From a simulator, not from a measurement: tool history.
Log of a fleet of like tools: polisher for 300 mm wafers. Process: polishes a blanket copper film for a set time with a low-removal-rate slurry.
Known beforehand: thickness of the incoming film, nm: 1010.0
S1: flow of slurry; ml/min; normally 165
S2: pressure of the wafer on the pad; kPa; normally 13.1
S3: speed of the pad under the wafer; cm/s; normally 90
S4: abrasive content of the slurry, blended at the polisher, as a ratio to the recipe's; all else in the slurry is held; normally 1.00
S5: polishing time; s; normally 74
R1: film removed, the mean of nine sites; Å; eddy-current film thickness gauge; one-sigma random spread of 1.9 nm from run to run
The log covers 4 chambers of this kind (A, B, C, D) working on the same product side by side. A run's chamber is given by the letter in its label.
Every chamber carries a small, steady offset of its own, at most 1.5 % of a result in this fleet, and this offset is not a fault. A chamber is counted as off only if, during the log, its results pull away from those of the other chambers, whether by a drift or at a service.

-- hour=1.7 chamber C: worn pad replaced by a new one
run 1C hour=6.1 | S1=165 S2=13.1 S3=90 S4=1.00 S5=74 | R1=1285.60
run 2A hour=13.4 | S1=165 S2=13.1 S3=90 S4=1.00 S5=74 | R1=1251.10
run 3D hour=24.3 | S1=165 S2=13.1 S3=90 S4=1.00 S5=74 | R1=1271.20
-- hour=28.7 chamber B: worn pad replaced by a new one
-- hour=28.9 chamber D: worn pad replaced by a new one
run 4B hour=34.8 | S1=165 S2=13.1 S3=90 S4=1.00 S5=74 | R1=1241.20
-- hour=36.2 chamber C: head pressure recalibrated
run 5A hour=40.4 | S1=165 S2=13.1 S3=74 S4=1.00 S5=49 | R1=690.14
run 6D hour=49.7 | S1=165 S2=13.1 S3=74 S4=1.00 S5=49 | R1=702.37
-- hour=58.1 chamber A: slurry nozzle cleaned
run 7B hour=59.6 | S1=165 S2=13.1 S3=74 S4=1.00 S5=49 | R1=685.39
-- hour=62.7 chamber C: slurry blender recalibrated
run 8C hour=65.1 | S1=165 S2=13.1 S3=74 S4=1.00 S5=49 | R1=691.67
run 9B hour=70.2 | S1=165 S2=13.1 S3=90 S4=1.00 S5=74 | R1=1277.20
-- hour=72.9 chamber D: worn pad replaced by a new one
-- hour=72.9 chamber D: head pressure recalibrated
run 10C hour=79.4 | S1=165 S2=13.1 S3=90 S4=1.00 S5=74 | R1=1285.60
-- hour=83.8 chamber C: worn pad replaced by a new one
run 11D hour=88.6 | S1=165 S2=13.1 S3=90 S4=1.00 S5=74 | R1=1273.40
run 12A hour=94.5 | S1=165 S2=13.1 S3=90 S4=1.00 S5=74 | R1=1250.10
run 13C hour=101.9 | S1=165 S2=13.1 S3=90 S4=1.00 S5=74 | R1=1275.00
run 14D hour=109.1 | S1=165 S2=13.1 S3=90 S4=1.00 S5=74 | R1=1259.40
run 15A hour=119.9 | S1=165 S2=13.1 S3=90 S4=1.00 S5=74 | R1=1229.20
-- hour=125.9 chamber D: worn pad replaced by a new one
run 16B hour=129.9 | S1=165 S2=13.1 S3=90 S4=1.00 S5=74 | R1=1274.60
run 17B hour=139.8 | S1=165 S2=13.1 S3=116 S4=1.15 S5=74 | R1=1636.70
run 18D hour=148.0 | S1=165 S2=13.1 S3=116 S4=1.15 S5=74 | R1=1646.10
-- hour=151.2 chamber B: worn pad replaced by a new one
-- hour=152.3 chamber C: worn pad replaced by a new one
run 19C hour=157.2 | S1=165 S2=13.1 S3=116 S4=1.15 S5=74 | R1=1737.30
run 20A hour=162.7 | S1=165 S2=13.1 S3=116 S4=1.15 S5=74 | R1=1601.30
-- hour=169.6 chamber D: worn pad replaced by a new one
run 21B hour=171.8 | S1=165 S2=13.1 S3=90 S4=1.00 S5=74 | R1=1263.90
run 22C hour=182.5 | S1=165 S2=13.1 S3=90 S4=1.00 S5=64 | R1=1143.60
run 23A hour=192.8 | S1=165 S2=13.1 S3=90 S4=1.00 S5=64 | R1=1032.40
-- hour=198.2 chamber D: slurry blender recalibrated
run 24D hour=199.8 | S1=165 S2=13.1 S3=90 S4=1.00 S5=64 | R1=1070.40
run 25C hour=210.5 | S1=165 S2=13.1 S3=90 S4=1.00 S5=64 | R1=1098.40
run 26B hour=216.3 | S1=165 S2=13.1 S3=90 S4=1.00 S5=74 | R1=1273.90

All 4 chambers run these settings next. Forecast each chamber's results:
run 27A hour=224.5 | S1=145 S2=13.1 S3=90 S4=1.00 S5=74 | R1=?
run 27B hour=224.5 | S1=145 S2=13.1 S3=90 S4=1.00 S5=74 | R1=?
run 27C hour=224.5 | S1=145 S2=13.1 S3=90 S4=1.00 S5=74 | R1=?
run 27D hour=224.5 | S1=145 S2=13.1 S3=90 S4=1.00 S5=74 | R1=?

run=27A R1=1146.70
run=27B R1=1215.30
run=27C R1=1253.50
run=27D R1=1235.30

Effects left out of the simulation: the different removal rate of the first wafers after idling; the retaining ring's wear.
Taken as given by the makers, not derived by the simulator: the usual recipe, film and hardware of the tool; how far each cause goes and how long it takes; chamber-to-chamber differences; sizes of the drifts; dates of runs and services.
